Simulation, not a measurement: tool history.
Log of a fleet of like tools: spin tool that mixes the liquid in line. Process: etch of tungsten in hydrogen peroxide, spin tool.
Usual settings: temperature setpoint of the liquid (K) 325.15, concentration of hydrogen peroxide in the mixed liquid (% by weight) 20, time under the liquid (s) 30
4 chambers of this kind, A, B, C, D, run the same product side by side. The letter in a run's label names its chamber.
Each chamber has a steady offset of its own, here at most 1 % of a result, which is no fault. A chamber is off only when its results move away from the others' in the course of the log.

| run | day | temperature setpoint of the liquid (K) | concentration of hydrogen peroxide in the mixed liquid (% by weight) | time under the liquid (s) | read-back film thickness of the tungsten reference wafer, read on the same gauge (nm) | thickness taken off the tungsten on a monitor wafer (nm) |
|---|---|---|---|---|---|---|
| 1D | 0.25 | 325.15 | 20 | 30 | 60.013 | 67.254 |
| 2B | 0.8 | 325.15 | 20 | 30 | 60.048 | 66.142 |
| 3A | 1.158 | 325.15 | 20 | 30 | 60.004 | 68.193 |
| 4C | 1.721 | 325.15 | 20 | 30 | 60.022 | 68.207 |
| 5B | 2.042 | 325.15 | 16 | 30 | 60.015 | 60.727 |
| 6C | 2.438 | 325.15 | 16 | 30 | 60.031 | 60.419 |
| 7D | 2.954 | 325.15 | 16 | 30 | 59.958 | 59.929 |
| 8A | 3.296 | 325.15 | 16 | 30 | 59.998 | 61.108 |
| 9B | 3.575 | 325.15 | 20 | 30 | 59.933 | 67.658 |
| 10C | 3.829 | 325.15 | 20 | 30 | 59.988 | 66.523 |
| 11D | 4.229 | 325.15 | 20 | 40 | 59.969 | 89.12 |
|  | 4.267 | chamber D: new drum of peroxide connected |
|  | 4.517 | chamber A: new drum of peroxide connected |
| 12A | 4.6 | 325.15 | 20 | 40 | 59.983 | 89.676 |
|  | 4.912 | chamber C: peroxide flow meter replaced |
| 13B | 5.021 | 325.15 | 20 | 40 | 60.016 | 91.523 |
| 14A | 5.558 | 325.15 | 20 | 40 | 59.964 | 89.005 |
| 15D | 6.017 | 325.15 | 20 | 30 | 60.014 | 67.427 |
| 16C | 6.308 | 322.15 | 20 | 30 | 59.981 | 55.533 |
| 17C | 6.775 | 322.15 | 20 | 30 | 60 | 56.875 |
| 18B | 7.121 | 322.15 | 20 | 30 | 59.985 | 56.577 |
| 19D | 7.412 | 322.15 | 20 | 30 | 60.015 | 56.271 |
| 20A | 7.804 | 325.15 | 20 | 30 | 60.028 | 66.74 |
| 21B | 8.167 | 325.15 | 20 | 30 | 59.993 | 68.52 |
| 22D | 8.696 | 325.15 | 20 | 30 | 60.009 | 67.317 |
|  | 8.946 | chamber B: peroxide flow meter replaced |
| 23A | 8.962 | 325.15 | 20 | 30 | 59.945 | 66.178 |
| 24C | 9.458 | 325.15 | 20 | 30 | 59.986 | 67.761 |
| 25C | 9.925 | 325.15 | 20 | 30 | 59.984 | 67.606 |
| 26A | 10.262 | 325.15 | 20 | 30 | 60.005 | 66.132 |
| 27B | 10.808 | 325.15 | 20 | 30 | 60.012 | 67.797 |
|  | 10.992 | chamber C: thermometer replaced |
| 28D | 11.242 | 325.15 | 20 | 45 | 60.029 | 100.58 |
| 29C | 11.742 | 325.15 | 20 | 45 | 59.994 | 101.25 |
| 30A | 12.121 | 325.15 | 20 | 45 | 60.006 | 97.091 |
| 31B | 12.442 | 325.15 | 20 | 45 | 59.944 | 101.86 |
| 32D | 12.862 | 325.15 | 20 | 30 | 60.011 | 67.445 |
| 33A | 13.429 | 325.15 | 20 | 30 | 60.019 | 64.599 |
| 34C | 13.875 | 325.15 | 20 | 30 | 60.015 | 67.877 |
| 35B | 14.438 | 325.15 | 20 | 30 | 59.994 | 68.253 |
| 36D | 14.875 | 325.15 | 20 | 30 | 60.032 | 67.528 |

All 4 chambers run these settings next. Forecast each chamber's results:
| 37A | 15.279 | 325.15 | 20 | 45 |  | ? |
| 37B | 15.279 | 325.15 | 20 | 45 |  | ? |
| 37C | 15.279 | 325.15 | 20 | 45 |  | ? |
| 37D | 15.279 | 325.15 | 20 | 45 |  | ? |

| run | thickness taken off the tungsten on a monitor wafer (nm) |
|---|---|
| 37A | 96.713 |
| 37B | 102.59 |
| 37C | 102.9 |
| 37D | 101.33 |
